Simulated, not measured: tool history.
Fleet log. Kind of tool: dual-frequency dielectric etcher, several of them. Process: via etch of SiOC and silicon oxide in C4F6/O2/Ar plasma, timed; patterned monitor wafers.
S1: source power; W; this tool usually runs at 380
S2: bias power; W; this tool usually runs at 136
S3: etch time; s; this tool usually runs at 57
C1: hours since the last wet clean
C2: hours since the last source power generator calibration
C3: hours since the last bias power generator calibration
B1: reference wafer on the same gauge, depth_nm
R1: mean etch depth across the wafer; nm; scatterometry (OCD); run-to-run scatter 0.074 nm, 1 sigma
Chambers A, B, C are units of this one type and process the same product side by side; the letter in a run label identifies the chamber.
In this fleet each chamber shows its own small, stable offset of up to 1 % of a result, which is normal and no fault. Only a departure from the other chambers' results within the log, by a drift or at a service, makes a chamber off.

run    day   S1   S2  S3     C1      C2      C3      B1      R1
 1C  0.308  380  136  57  164.8  4114.1  1035.8  55.084  57.339
 2A  0.558  380  136  57  458.4   670.8  2759.3  55.095  57.566
 3B  0.892  380  136  57   99.3  1165.4  1595.3  55.078  57.394
 4B  1.317  380  136  57  109.5  1175.6  1605.5  55.036  57.242
 5A  1.696  380  136  57  485.7   698.1  2786.6  55.048  57.581
 6C  2.017  380  136  57  205.8  4155.1  1076.8  55.043  57.106
     2.079  -- chamber A: wet clean of the chamber
 7B   2.45  380  136  57  136.7  1202.8  1632.7  55.012  57.328
 8A  2.746  380  136  57   16.1   723.3  2811.8   55.01  57.515
 9C  3.096  380  136  57  231.7    4181  1102.7  55.027  57.271
10A  3.517  380  136  57   34.6   741.8  2830.3  55.011  57.476
11C  3.912  380  136  57  251.3  4200.6  1122.3  54.977   57.24
12B   4.25  380  136  57  179.9    1246  1675.9  54.977  57.248
13C  4.621  380  136  57  268.3  4217.6  1139.3  54.956   57.18
14A  4.962  380  136  57   69.3   776.5    2865  54.944   57.45
15B  5.254  380  136  57    204  1270.1    1700  54.923  57.165
16B  5.488  380  136  57  209.6  1275.7  1705.6   54.94  57.136
17A  5.817  380  136  57   89.8     797  2885.5  54.923  57.465
18C  6.154  380  136  57  305.1  4254.4  1176.1  54.921  57.123
19B  6.625  380  136  57  236.9    1303  1732.9  54.892   57.11
20C  6.921  440  136  57  323.5  4272.8  1194.5  54.883  60.576
21A  7.267  440  136  57  124.6   831.8  2920.3  54.865  60.792
22C  7.742  440  136  57  343.2  4292.5  1214.2  54.856  60.441
23A  8.004  380  136  57  142.3   849.5    2938  54.835  57.331
24B  8.246  380  136  57  275.8  1341.9  1771.8  54.831  57.045
25A  8.717  380  136  57  159.4   866.6  2955.1  54.833  57.303
26C  9.117  380  136  57  376.2  4325.5  1247.2  54.825  57.038

All 3 chambers run these settings next. Forecast each chamber's results:
27A  9.458  380  136  57                   ?
27B  9.458  380  136  57                   ?
27C  9.458  380  136  57                   ?

run      R1
27A   57.41
27B  57.106
27C   57.06
